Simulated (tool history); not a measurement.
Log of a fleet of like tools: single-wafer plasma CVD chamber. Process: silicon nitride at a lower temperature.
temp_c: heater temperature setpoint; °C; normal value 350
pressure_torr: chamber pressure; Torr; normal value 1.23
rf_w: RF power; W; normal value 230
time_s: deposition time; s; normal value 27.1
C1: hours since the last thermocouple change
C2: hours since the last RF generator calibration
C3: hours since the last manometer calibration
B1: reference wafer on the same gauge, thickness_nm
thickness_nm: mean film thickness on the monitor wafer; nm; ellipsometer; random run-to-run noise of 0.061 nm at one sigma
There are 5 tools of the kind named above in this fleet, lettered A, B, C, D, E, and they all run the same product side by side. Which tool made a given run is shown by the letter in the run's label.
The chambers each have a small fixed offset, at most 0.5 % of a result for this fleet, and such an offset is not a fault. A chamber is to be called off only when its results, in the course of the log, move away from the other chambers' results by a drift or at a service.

run 1B hour=6.5 | temp_c=350 pressure_torr=1.23 rf_w=230 time_s=27.1 | C1=544.6 C2=2129.3 C3=447.1 | B1=21.691 | thickness_nm=24.379
run 2C hour=18.0 | temp_c=350 pressure_torr=1.23 rf_w=230 time_s=27.1 | C1=438.8 C2=1648.2 C3=215.1 | B1=21.702 | thickness_nm=24.490
run 3D hour=30.3 | temp_c=350 pressure_torr=1.23 rf_w=230 time_s=27.1 | C1=1599.2 C2=324.6 C3=222.2 | B1=21.708 | thickness_nm=24.540
run 4E hour=38.1 | temp_c=350 pressure_torr=1.23 rf_w=230 time_s=27.1 | C1=1526.0 C2=1010.3 C3=1585.0 | B1=21.698 | thickness_nm=24.419
run 5A hour=52.3 | temp_c=350 pressure_torr=1.23 rf_w=230 time_s=27.1 | C1=245.5 C2=92.1 C3=1039.6 | B1=21.691 | thickness_nm=24.566
run 6E hour=61.0 | temp_c=350 pressure_torr=1.23 rf_w=230 time_s=27.1 | C1=1548.9 C2=1033.2 C3=1607.9 | B1=21.688 | thickness_nm=24.592
run 7C hour=68.4 | temp_c=350 pressure_torr=1.07 rf_w=230 time_s=27.1 | C1=489.2 C2=1698.6 C3=265.5 | B1=21.693 | thickness_nm=23.485
run 8A hour=79.5 | temp_c=350 pressure_torr=1.07 rf_w=230 time_s=27.1 | C1=272.7 C2=119.3 C3=1066.8 | B1=21.691 | thickness_nm=23.600
run 9D hour=90.9 | temp_c=350 pressure_torr=1.07 rf_w=230 time_s=27.1 | C1=1659.8 C2=385.2 C3=282.8 | B1=21.705 | thickness_nm=23.627
run 10B hour=102.4 | temp_c=350 pressure_torr=1.07 rf_w=230 time_s=27.1 | C1=640.5 C2=2225.2 C3=543.0 | B1=21.696 | thickness_nm=23.481
-- hour=107.1 chamber B: RF generator calibrated
run 11E hour=110.4 | temp_c=350 pressure_torr=1.07 rf_w=230 time_s=27.1 | C1=1598.3 C2=1082.6 C3=1657.3 | B1=21.711 | thickness_nm=23.554
run 12C hour=119.2 | temp_c=350 pressure_torr=1.23 rf_w=230 time_s=27.1 | C1=540.0 C2=1749.4 C3=316.3 | B1=21.684 | thickness_nm=24.505
run 13B hour=127.7 | temp_c=350 pressure_torr=1.23 rf_w=230 time_s=27.1 | C1=665.8 C2=20.7 C3=568.3 | B1=21.704 | thickness_nm=24.505
run 14A hour=140.5 | temp_c=336 pressure_torr=1.23 rf_w=230 time_s=31.9 | C1=333.7 C2=180.3 C3=1127.8 | B1=21.697 | thickness_nm=29.099
run 15D hour=151.8 | temp_c=336 pressure_torr=1.23 rf_w=230 time_s=31.9 | C1=1720.7 C2=446.1 C3=343.7 | B1=21.699 | thickness_nm=29.088
run 16D hour=159.5 | temp_c=336 pressure_torr=1.23 rf_w=230 time_s=31.9 | C1=1728.4 C2=453.8 C3=351.4 | B1=21.705 | thickness_nm=29.135
run 17E hour=166.4 | temp_c=336 pressure_torr=1.23 rf_w=230 time_s=31.9 | C1=1654.3 C2=1138.6 C3=1713.3 | B1=21.692 | thickness_nm=29.084
run 18B hour=179.6 | temp_c=336 pressure_torr=1.23 rf_w=230 time_s=31.9 | C1=717.7 C2=72.6 C3=620.2 | B1=21.699 | thickness_nm=29.127
run 19C hour=191.5 | temp_c=350 pressure_torr=1.23 rf_w=230 time_s=27.1 | C1=612.3 C2=1821.7 C3=388.6 | B1=21.700 | thickness_nm=24.398
run 20A hour=198.9 | temp_c=350 pressure_torr=1.23 rf_w=230 time_s=27.1 | C1=392.1 C2=238.7 C3=1186.2 | B1=21.695 | thickness_nm=24.498
run 21D hour=206.4 | temp_c=350 pressure_torr=1.23 rf_w=230 time_s=27.1 | C1=1775.3 C2=500.7 C3=398.3 | B1=21.706 | thickness_nm=24.684
run 22E hour=216.3 | temp_c=350 pressure_torr=1.23 rf_w=230 time_s=27.1 | C1=1704.2 C2=1188.5 C3=1763.2 | B1=21.697 | thickness_nm=24.529
run 23C hour=226.1 | temp_c=350 pressure_torr=1.23 rf_w=230 time_s=27.1 | C1=646.9 C2=1856.3 C3=423.2 | B1=21.701 | thickness_nm=24.530
run 24B hour=234.2 | temp_c=350 pressure_torr=1.23 rf_w=230 time_s=27.1 | C1=772.3 C2=127.2 C3=674.8 | B1=21.690 | thickness_nm=24.511
run 25A hour=242.1 | temp_c=350 pressure_torr=1.23 rf_w=230 time_s=27.1 | C1=435.3 C2=281.9 C3=1229.4 | B1=21.705 | thickness_nm=24.447
run 26E hour=255.1 | temp_c=350 pressure_torr=1.23 rf_w=230 time_s=27.1 | C1=1743.0 C2=1227.3 C3=1802.0 | B1=21.700 | thickness_nm=24.550
run 27D hour=264.8 | temp_c=350 pressure_torr=1.23 rf_w=230 time_s=27.1 | C1=1833.7 C2=559.1 C3=456.7 | B1=21.686 | thickness_nm=24.663
-- hour=266.3 chamber E: capacitance manometer re-zeroed and calibrated
run 28A hour=277.5 | temp_c=350 pressure_torr=1.23 rf_w=230 time_s=27.1 | C1=470.7 C2=317.3 C3=1264.8 | B1=21.694 | thickness_nm=24.564
run 29B hour=283.7 | temp_c=350 pressure_torr=1.23 rf_w=230 time_s=27.1 | C1=821.8 C2=176.7 C3=724.3 | B1=21.698 | thickness_nm=24.479
run 30C hour=294.6 | temp_c=350 pressure_torr=1.23 rf_w=230 time_s=27.1 | C1=715.4 C2=1924.8 C3=491.7 | B1=21.699 | thickness_nm=24.455
run 31E hour=301.3 | temp_c=350 pressure_torr=1.23 rf_w=230 time_s=27.1 | C1=1789.2 C2=1273.5 C3=35.0 | B1=21.709 | thickness_nm=24.579
run 32C hour=312.4 | temp_c=350 pressure_torr=1.23 rf_w=230 time_s=27.1 | C1=733.2 C2=1942.6 C3=509.5 | B1=21.706 | thickness_nm=24.424
run 33B hour=321.7 | temp_c=350 pressure_torr=1.23 rf_w=230 time_s=27.1 | C1=859.8 C2=214.7 C3=762.3 | B1=21.710 | thickness_nm=24.553
run 34A hour=329.0 | temp_c=350 pressure_torr=1.23 rf_w=230 time_s=27.1 | C1=522.2 C2=368.8 C3=1316.3 | B1=21.715 | thickness_nm=24.479
run 35D hour=340.4 | temp_c=350 pressure_torr=1.23 rf_w=230 time_s=27.1 | C1=1909.3 C2=634.7 C3=532.3 | B1=21.695 | thickness_nm=24.501
run 36B hour=348.7 | temp_c=350 pressure_torr=1.23 rf_w=230 time_s=27.1 | C1=886.8 C2=241.7 C3=789.3 | B1=21.702 | thickness_nm=24.610
run 37E hour=361.1 | temp_c=350 pressure_torr=1.23 rf_w=230 time_s=27.1 | C1=1849.0 C2=1333.3 C3=94.8 | B1=21.697 | thickness_nm=24.535
run 38D hour=372.9 | temp_c=350 pressure_torr=1.23 rf_w=230 time_s=27.1 | C1=1941.8 C2=667.2 C3=564.8 | B1=21.687 | thickness_nm=24.656
-- hour=379.5 chamber A: capacitance manometer re-zeroed and calibrated
run 39A hour=386.1 | temp_c=350 pressure_torr=1.23 rf_w=230 time_s=27.1 | C1=579.3 C2=425.9 C3=6.7 | B1=21.698 | thickness_nm=24.522
run 40C hour=396.4 | temp_c=350 pressure_torr=1.23 rf_w=230 time_s=27.1 | C1=817.2 C2=2026.6 C3=593.5 | B1=21.691 | thickness_nm=24.387
run 41A hour=404.0 | temp_c=350 pressure_torr=1.23 rf_w=230 time_s=27.1 | C1=597.2 C2=443.8 C3=24.6 | B1=21.712 | thickness_nm=24.432
run 42B hour=418.2 | temp_c=350 pressure_torr=1.23 rf_w=230 time_s=27.1 | C1=956.3 C2=311.2 C3=858.8 | B1=21.695 | thickness_nm=24.554
run 43C hour=427.1 | temp_c=350 pressure_torr=1.23 rf_w=230 time_s=27.1 | C1=847.9 C2=2057.3 C3=624.2 | B1=21.709 | thickness_nm=24.275

The same settings go to every chamber for the next run, one line per chamber below. Forecast the results for each:
run 44A hour=437.3 | temp_c=350 pressure_torr=1.23 rf_w=230 time_s=27.1 | thickness_nm=?
run 44B hour=437.3 | temp_c=350 pressure_torr=1.23 rf_w=230 time_s=27.1 | thickness_nm=?
run 44C hour=437.3 | temp_c=350 pressure_torr=1.23 rf_w=230 time_s=27.1 | thickness_nm=?
run 44D hour=437.3 | temp_c=350 pressure_torr=1.23 rf_w=230 time_s=27.1 | thickness_nm=?
run 44E hour=437.3 | temp_c=350 pressure_torr=1.23 rf_w=230 time_s=27.1 | thickness_nm=?

run=44A thickness_nm=24.522
run=44B thickness_nm=24.490
run=44C thickness_nm=24.361
run=44D thickness_nm=24.503
run=44E thickness_nm=24.548
